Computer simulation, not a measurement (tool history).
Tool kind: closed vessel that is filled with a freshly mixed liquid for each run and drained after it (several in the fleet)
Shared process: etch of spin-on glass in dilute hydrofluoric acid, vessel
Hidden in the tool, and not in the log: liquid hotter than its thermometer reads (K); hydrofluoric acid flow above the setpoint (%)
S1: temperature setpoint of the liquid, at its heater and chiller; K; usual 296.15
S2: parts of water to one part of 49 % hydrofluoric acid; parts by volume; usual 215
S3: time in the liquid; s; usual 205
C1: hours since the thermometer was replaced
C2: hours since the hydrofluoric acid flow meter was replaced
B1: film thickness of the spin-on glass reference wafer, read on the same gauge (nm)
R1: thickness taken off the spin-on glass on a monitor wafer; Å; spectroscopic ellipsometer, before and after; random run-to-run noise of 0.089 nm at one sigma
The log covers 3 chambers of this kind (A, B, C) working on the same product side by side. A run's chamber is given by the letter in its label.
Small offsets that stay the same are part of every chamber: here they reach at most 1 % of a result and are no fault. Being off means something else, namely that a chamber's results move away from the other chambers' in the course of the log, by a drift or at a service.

run 1C day=0.288 | S1=296.15 S2=215 S3=205 | C1=422.8 C2=502.1 | B1=109.99 | R1=279.42
run 2A day=0.5 | S1=296.15 S2=215 S3=205 | C1=1249.7 C2=536.8 | B1=110.01 | R1=278.34
run 3B day=0.721 | S1=296.15 S2=215 S3=205 | C1=1570.4 C2=214.4 | B1=109.99 | R1=279.18
run 4C day=0.875 | S1=296.15 S2=215 S3=205 | C1=436.9 C2=516.2 | B1=110 | R1=279.17
run 5A day=1.05 | S1=300.65 S2=125 S3=205 | C1=1262.9 C2=550 | B1=109.97 | R1=635.47
run 6B day=1.217 | S1=300.65 S2=125 S3=205 | C1=1582.3 C2=226.3 | B1=110 | R1=619.64
run 7C day=1.508 | S1=300.65 S2=125 S3=205 | C1=452.1 C2=531.4 | B1=110 | R1=624.43
run 8A day=1.796 | S1=293.15 S2=180 S3=205 | C1=1280.8 C2=567.9 | B1=110.01 | R1=307.47
-- day=1.846 chamber C: hydrofluoric acid flow meter replaced
run 9B day=1.95 | S1=293.15 S2=180 S3=205 | C1=1599.9 C2=243.9 | B1=110.01 | R1=307.38
run 10C day=2.138 | S1=293.15 S2=180 S3=205 | C1=467.2 C2=7 | B1=110 | R1=304.72
run 11B day=2.425 | S1=296.15 S2=215 S3=205 | C1=1611.3 C2=255.3 | B1=110.03 | R1=278.16
run 12A day=2.596 | S1=298.65 S2=215 S3=205 | C1=1300 C2=587.1 | B1=109.97 | R1=305.18
run 13B day=2.846 | S1=298.65 S2=215 S3=205 | C1=1621.4 C2=265.4 | B1=110.01 | R1=303.4
run 14A day=3.017 | S1=298.65 S2=215 S3=205 | C1=1310.1 C2=597.2 | B1=110 | R1=305.65
run 15C day=3.2 | S1=296.15 S2=215 S3=205 | C1=492.7 C2=32.5 | B1=110.03 | R1=277.49
run 16C day=3.404 | S1=296.15 S2=215 S3=205 | C1=497.6 C2=37.4 | B1=110.01 | R1=276.84
run 17A day=3.646 | S1=294.65 S2=215 S3=165 | C1=1325.2 C2=612.3 | B1=110 | R1=212.9
run 18B day=3.788 | S1=294.65 S2=215 S3=165 | C1=1644 C2=288 | B1=110 | R1=212.61
run 19B day=4.038 | S1=294.65 S2=215 S3=165 | C1=1650 C2=294 | B1=109.99 | R1=211.51
run 20C day=4.179 | S1=293.15 S2=285 S3=205 | C1=516.2 C2=56 | B1=110.02 | R1=175.43
run 21A day=4.442 | S1=293.15 S2=285 S3=205 | C1=1344.3 C2=631.4 | B1=110.01 | R1=175.55
run 22C day=4.679 | S1=293.15 S2=285 S3=205 | C1=528.2 C2=68 | B1=110 | R1=175.22
run 23B day=4.917 | S1=292.15 S2=295 S3=205 | C1=1671.1 C2=315.1 | B1=109.99 | R1=163.1
run 24A day=5.1 | S1=292.15 S2=295 S3=205 | C1=1360.1 C2=647.2 | B1=109.97 | R1=162.41
-- day=5.217 chamber A: thermometer replaced
run 25B day=5.329 | S1=292.15 S2=295 S3=205 | C1=1681 C2=325 | B1=109.97 | R1=162.69
run 26C day=5.492 | S1=296.15 S2=215 S3=205 | C1=547.7 C2=87.5 | B1=110 | R1=277.17
run 27A day=5.667 | S1=296.15 S2=215 S3=205 | C1=10.9 C2=660.8 | B1=109.99 | R1=279.61
run 28A day=5.929 | S1=296.15 S2=215 S3=205 | C1=17.2 C2=667.1 | B1=110.01 | R1=279.71
run 29B day=6.142 | S1=296.15 S2=215 S3=260 | C1=1700.5 C2=344.5 | B1=110.01 | R1=353.68
run 30C day=6.383 | S1=296.15 S2=215 S3=260 | C1=569.1 C2=108.9 | B1=109.98 | R1=352.4
run 31B day=6.679 | S1=296.15 S2=215 S3=260 | C1=1713.4 C2=357.4 | B1=109.98 | R1=352.72
run 32C day=6.812 | S1=298.15 S2=115 S3=205 | C1=579.4 C2=119.2 | B1=110 | R1=623.25
run 33A day=6.979 | S1=298.15 S2=115 S3=205 | C1=42.4 C2=692.3 | B1=109.99 | R1=638.89
run 34C day=7.175 | S1=298.15 S2=115 S3=205 | C1=588.1 C2=127.9 | B1=110.01 | R1=624.84
run 35B day=7.462 | S1=296.15 S2=215 S3=205 | C1=1732.2 C2=376.2 | B1=110 | R1=276.96
run 36A day=7.75 | S1=296.15 S2=215 S3=205 | C1=60.9 C2=710.8 | B1=110 | R1=280.22
run 37A day=7.988 | S1=296.15 S2=215 S3=205 | C1=66.6 C2=716.5 | B1=110.01 | R1=277.06
run 38C day=8.204 | S1=296.15 S2=215 S3=205 | C1=612.8 C2=152.6 | B1=110.03 | R1=279.05
run 39B day=8.388 | S1=296.15 S2=215 S3=205 | C1=1754.4 C2=398.4 | B1=110 | R1=279.71
run 40C day=8.654 | S1=296.15 S2=215 S3=325 | C1=623.6 C2=163.4 | B1=110 | R1=442.13
run 41B day=8.892 | S1=296.15 S2=215 S3=325 | C1=1766.5 C2=410.5 | B1=109.99 | R1=441.93

All chambers now run identical settings, listed one chamber a line with results as question marks. What results will each chamber show?
run 42A day=9.112 | S1=296.15 S2=215 S3=205 | R1=?
run 42B day=9.112 | S1=296.15 S2=215 S3=205 | R1=?
run 42C day=9.112 | S1=296.15 S2=215 S3=205 | R1=?

run=42A R1=278.43
run=42B R1=278.49
run=42C R1=278.76
